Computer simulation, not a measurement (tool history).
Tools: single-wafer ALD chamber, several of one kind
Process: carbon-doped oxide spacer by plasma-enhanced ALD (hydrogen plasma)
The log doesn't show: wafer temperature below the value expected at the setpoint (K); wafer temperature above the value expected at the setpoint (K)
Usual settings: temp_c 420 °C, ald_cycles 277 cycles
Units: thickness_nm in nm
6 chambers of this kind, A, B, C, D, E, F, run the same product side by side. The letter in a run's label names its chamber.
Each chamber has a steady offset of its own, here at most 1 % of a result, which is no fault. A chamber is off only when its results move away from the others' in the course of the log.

run   hour  temp_c  ald_cycles  hours since the last thermocouple change  read-back reference wafer on the same gauge, thickness_nm  thickness_nm
       0.5  -- chamber B: thermocouple changed; heater temperature recalibrated
 1C    5.6     420         277                                    1822.4                                                     10.397        12.987
 2F   11.4     420         277                                     140.7                                                     10.402        12.988
 3B   18.6     420         277                                      18.2                                                     10.397         13.07
 4A   26.1     420         277                                    1309.8                                                     10.396        12.906
 5E     36     420         277                                    1059.6                                                     10.395        13.023
 6D   41.1     420         277                                    1104.8                                                     10.391        12.953
 7D   46.2     420         277                                    1109.9                                                     10.388        12.964
 8B   52.3     420         277                                      51.9                                                     10.388        13.018
 9F   58.6     420         277                                     187.9                                                     10.381        13.014
10C   63.8     420         277                                    1880.6                                                     10.384        12.974
11A   71.5     420         277                                    1355.2                                                     10.383        12.946
12E     81     420         277                                    1104.6                                                     10.378        12.983
13F   88.8     420         277                                     218.1                                                     10.382        12.981
14C   95.9     420         277                                    1912.7                                                     10.378         12.98
15D  101.5     434         277                                    1165.2                                                     10.379         12.43
16B  108.9     434         277                                     108.5                                                      10.38        12.382
17E    115     434         277                                    1138.6                                                     10.371        12.419
18A  121.8     434         277                                    1405.5                                                     10.375        12.316
19D  131.2     434         277                                    1194.9                                                      10.37        12.384
20F    137     434         277                                     266.3                                                     10.368        12.374
21B  142.4     420         277                                       142                                                     10.368         12.97
22E  147.3     420         277                                    1170.9                                                     10.369        12.995
23C  156.7     420         277                                    1973.5                                                     10.367        12.931
24A  166.3     420         277                                      1450                                                     10.367        12.868
25A  176.1     420         277                                    1459.8                                                     10.362        12.888
26F  185.5     420         277                                     314.8                                                     10.362        12.992
     191.9  -- chamber E: thermocouple changed; heater temperature recalibrated
27D    195     420         277                                    1258.7                                                     10.355        12.929
28C    200     420         277                                    2016.8                                                     10.357        12.948
29E  205.3     420         277                                      13.4                                                     10.351        12.947
30B  214.5     420         277                                     214.1                                                      10.35        12.958
31F  221.9     410         325                                     351.2                                                      10.35        15.671
32A  227.4     410         325                                    1511.1                                                     10.355        15.647
33E  234.6     410         325                                      42.7                                                      10.35        15.696
34D  239.2     410         325                                    1302.9                                                     10.341        15.609
35B  246.1     410         325                                     245.7                                                     10.344        15.692
36C  255.4     410         325                                    2072.2                                                     10.338        15.664
37A  264.7     411         327                                    1548.4                                                     10.342        15.637
38E    271     411         327                                      79.1                                                     10.338        15.673
39C  278.7     411         327                                    2095.5                                                      10.34        15.639
40D  284.2     411         327                                    1347.9                                                     10.338        15.655
41B  289.7     411         327                                     289.3                                                     10.336         15.71

What goes on in this fleet: one chamber off, a drifting gauge, or nothing beyond the chambers' own small offsets? Name the chamber and the cause, if any.

The gauge drifts, so all chambers seem to drift together. No chamber is off.
Cause: gauge reads low (%) = 0.633.
